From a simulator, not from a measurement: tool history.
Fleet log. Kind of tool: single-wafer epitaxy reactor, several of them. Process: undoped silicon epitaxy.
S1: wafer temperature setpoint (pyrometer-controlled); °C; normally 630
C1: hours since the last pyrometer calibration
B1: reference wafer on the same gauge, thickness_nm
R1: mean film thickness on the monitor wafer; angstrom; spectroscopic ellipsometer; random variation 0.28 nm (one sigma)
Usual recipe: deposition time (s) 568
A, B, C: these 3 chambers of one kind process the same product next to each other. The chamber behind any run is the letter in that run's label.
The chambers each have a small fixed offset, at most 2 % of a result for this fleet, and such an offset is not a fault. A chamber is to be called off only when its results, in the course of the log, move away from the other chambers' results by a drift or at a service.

Run 1C, hour 3.4: usual settings; C1 2355.8; B1 70.532. Result: R1 612.16 angstrom.
Run 2B, hour 7.2: usual settings; C1 1547.5; B1 70.658. Result: R1 609.22 angstrom.
Run 3A, hour 10.5: usual settings; C1 326.3; B1 70.534. Result: R1 603.71 angstrom.
Run 4B, hour 15.3: usual settings; C1 1555.6; B1 70.723. Result: R1 603.83 angstrom.
Run 5A, hour 18.1: usual settings; C1 333.9; B1 70.532. Result: R1 605.65 angstrom.
Run 6C, hour 22.6: usual settings; C1 2375.0; B1 70.564. Result: R1 616.99 angstrom.
Run 7C, hour 26.2: usual settings but S1 638 °C, deposition time (s) 522; C1 2378.6; B1 70.529. Result: R1 671.84 angstrom.
Run 8B, hour 32.0: usual settings but S1 638 °C, deposition time (s) 522; C1 1572.3; B1 70.577. Result: R1 662.34 angstrom.
Run 9A, hour 35.1: usual settings but S1 638 °C, deposition time (s) 522; C1 350.9; B1 70.575. Result: R1 663.22 angstrom.
Run 10B, hour 40.7: usual settings; C1 1581.0; B1 70.598. Result: R1 603.88 angstrom.
Run 11C, hour 45.7: usual settings; C1 2398.1; B1 70.666. Result: R1 613.73 angstrom.
Run 12A, hour 49.2: usual settings; C1 365.0; B1 70.644. Result: R1 599.15 angstrom.
Run 13B, hour 53.9: usual settings; C1 1594.2; B1 70.537. Result: R1 601.20 angstrom.
Run 14A, hour 59.4: usual settings; C1 375.2; B1 70.629. Result: R1 595.93 angstrom.
Run 15C, hour 65.2: usual settings; C1 2417.6; B1 70.633. Result: R1 610.21 angstrom.
Run 16C, hour 69.4: usual settings; C1 2421.8; B1 70.624. Result: R1 611.40 angstrom.
Run 17B, hour 73.8: usual settings; C1 1614.1; B1 70.606. Result: R1 603.91 angstrom.
Run 18A, hour 76.7: usual settings; C1 392.5; B1 70.644. Result: R1 589.14 angstrom.
Run 19C, hour 80.3: usual settings; C1 2432.7; B1 70.633. Result: R1 617.56 angstrom.
Run 20A, hour 82.8: usual settings; C1 398.6; B1 70.532. Result: R1 583.87 angstrom.
Run 21B, hour 88.1: usual settings; C1 1628.4; B1 70.613. Result: R1 603.40 angstrom.
Run 22C, hour 91.1: usual settings; C1 2443.5; B1 70.638. Result: R1 611.99 angstrom.
Run 23B, hour 96.4: usual settings; C1 1636.7; B1 70.644. Result: R1 602.58 angstrom.

Has any chamber moved away from the others, gradually or after a service, or does the common gauge drift, or do the chambers differ only by their own small steady offsets? State the chamber and the most likely cause if one applies.

One chamber, A, drifts off from the rest bit by bit.
Cause: wafer temperature below the value expected at the setpoint (K) = 1.91.

Below are 4 candidate recipes for chamber A's next run, each the usual settings with a change, their results shown as question marks. Which of them brings A's results back in line with what the other chambers give on the usual settings?
Counts as in line when no further than this from what the other chambers average on the usual settings: R1 9.80 angstrom
Run 24A-1, hour 100.6: usual settings but deposition time (s) 612. Result: R1 ?.
Run 24A-2, hour 100.6: usual settings but S1 632 °C. Result: R1 ?.
Run 24A-3, hour 100.6: usual settings but deposition time (s) 540. Result: R1 ?.
Run 24A-4, hour 100.6: usual settings but deposition time (s) 524. Result: R1 ?.

The other chambers' mean on the usual settings: R1 608.00 angstrom
  run      R1
24A-1  625.98
24A-2  608.48
24A-3  552.34
24A-4  535.97
With 24A-2, the chamber falls back in line with the rest.
